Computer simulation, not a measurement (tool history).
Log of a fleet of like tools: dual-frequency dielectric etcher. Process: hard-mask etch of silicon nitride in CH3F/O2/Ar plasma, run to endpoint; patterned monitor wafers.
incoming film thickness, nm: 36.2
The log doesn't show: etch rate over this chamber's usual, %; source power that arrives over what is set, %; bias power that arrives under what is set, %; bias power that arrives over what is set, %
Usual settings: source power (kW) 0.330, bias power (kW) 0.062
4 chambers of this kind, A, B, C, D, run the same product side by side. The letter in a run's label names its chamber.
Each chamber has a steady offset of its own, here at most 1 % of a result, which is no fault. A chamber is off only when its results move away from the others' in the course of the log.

run   hour  source power (kW)  bias power (kW)  hours since the last wet clean  hours since the last source power generator calibration  hours since the last bias power generator calibration  endpoint time (s)
 1B   10.1              0.330            0.062                           192.1                                                   3379.7                                                  603.8             58.191
 2A   19.6              0.330            0.062                           223.8                                                    235.7                                                 1752.5             59.345
 3C   33.6              0.330            0.062                           342.6                                                    759.5                                                  623.9             58.898
 4D   40.4              0.330            0.062                           173.9                                                   1060.3                                                 1315.7             59.799
 5A   55.3              0.330            0.062                           259.5                                                    271.4                                                 1788.2             59.568
 6B   68.5              0.330            0.062                           250.5                                                   3438.1                                                  662.2             58.637
 7C   75.6              0.330            0.062                           384.6                                                    801.5                                                  665.9             59.395
 8D   86.8              0.330            0.062                           220.3                                                   1106.7                                                 1362.1             59.707
 9B  102.4              0.330            0.062                           284.4                                                   3472.0                                                  696.1             59.113
10C  117.9              0.330            0.062                           426.9                                                    843.8                                                  708.2             59.450
11D  125.0              0.330            0.062                           258.5                                                   1144.9                                                 1400.3             59.473
12A  133.0              0.330            0.062                           337.2                                                    349.1                                                 1865.9             59.684
13A  145.8              0.330            0.062                           350.0                                                    361.9                                                 1878.7             59.617
14B  158.4              0.330            0.062                           340.4                                                   3528.0                                                  752.1             58.961
15C  169.6              0.330            0.062                           478.6                                                    895.5                                                  759.9             59.057
16D  177.8              0.330            0.062                           311.3                                                   1197.7                                                 1453.1             59.001
     182.4  -- chamber A: wet clean of the chamber
17D  190.9              0.330            0.062                           324.4                                                   1210.8                                                 1466.2             59.059
     198.9  -- chamber C: wet clean of the chamber
18A  201.2              0.280            0.062                            18.9                                                    417.3                                                 1934.1             63.559
19B  214.0              0.280            0.062                           396.0                                                   3583.6                                                  807.7             62.499
     224.8  -- chamber B: wet clean of the chamber
20C  227.8              0.280            0.062                            29.0                                                    953.7                                                  818.1             62.274
21D  240.3              0.280            0.062                           373.8                                                   1260.2                                                 1515.6             64.235
22B  251.3              0.330            0.062                            26.5                                                   3620.9                                                  845.0             59.077
     256.3  -- chamber D: wet clean of the chamber
23C  259.4              0.330            0.062                            60.6                                                    985.3                                                  849.7             59.166
24A  273.5              0.330            0.062                            91.2                                                    489.6                                                 2006.4             59.264
25A  284.3              0.330            0.062                           102.0                                                    500.4                                                 2017.2             58.969
26D  292.3              0.330            0.062                            36.0                                                   1312.2                                                 1567.6             59.355
27C  306.6              0.330            0.062                           107.8                                                   1032.5                                                  896.9             59.402
28B  322.5              0.330            0.062                            97.7                                                   3692.1                                                  916.2             58.100
29C  333.5              0.330            0.062                           134.7                                                   1059.4                                                  923.8             58.891
30A  343.9              0.330            0.062                           161.6                                                    560.0                                                 2076.8             59.926
31B  359.5              0.330            0.062                           134.7                                                   3729.1                                                  953.2             58.921
32D  375.3              0.330            0.062                           119.0                                                   1395.2                                                 1650.6             59.869
33D  388.1              0.330            0.062                           131.8                                                   1408.0                                                 1663.4             59.753
34B  398.0              0.330            0.062                           173.2                                                   3767.6                                                  991.7             58.761
35C  413.8              0.330            0.062                           215.0                                                   1139.7                                                 1004.1             59.472
36A  422.1              0.330            0.062                           239.8                                                    638.2                                                 2155.0             59.812
37C  437.0              0.330            0.062                           238.2                                                   1162.9                                                 1027.3             58.549
38B  445.4              0.330            0.062                           220.6                                                   3815.0                                                 1039.1             58.623
39D  458.5              0.330            0.062                           202.2                                                   1478.4                                                 1733.8             59.660
40A  473.1              0.330            0.062                           290.8                                                    689.2                                                 2206.0             59.221
41A  483.3              0.330            0.062                           301.0                                                    699.4                                                 2216.2             59.934
42C  498.8              0.330            0.062                           300.0                                                   1224.7                                                 1089.1             59.388

What goes on in this fleet: one chamber off, a drifting gauge, or nothing beyond the chambers' own small offsets? Name the chamber and the cause, if any.

No chamber stands off beyond its own small offset, and the gauge holds steady.
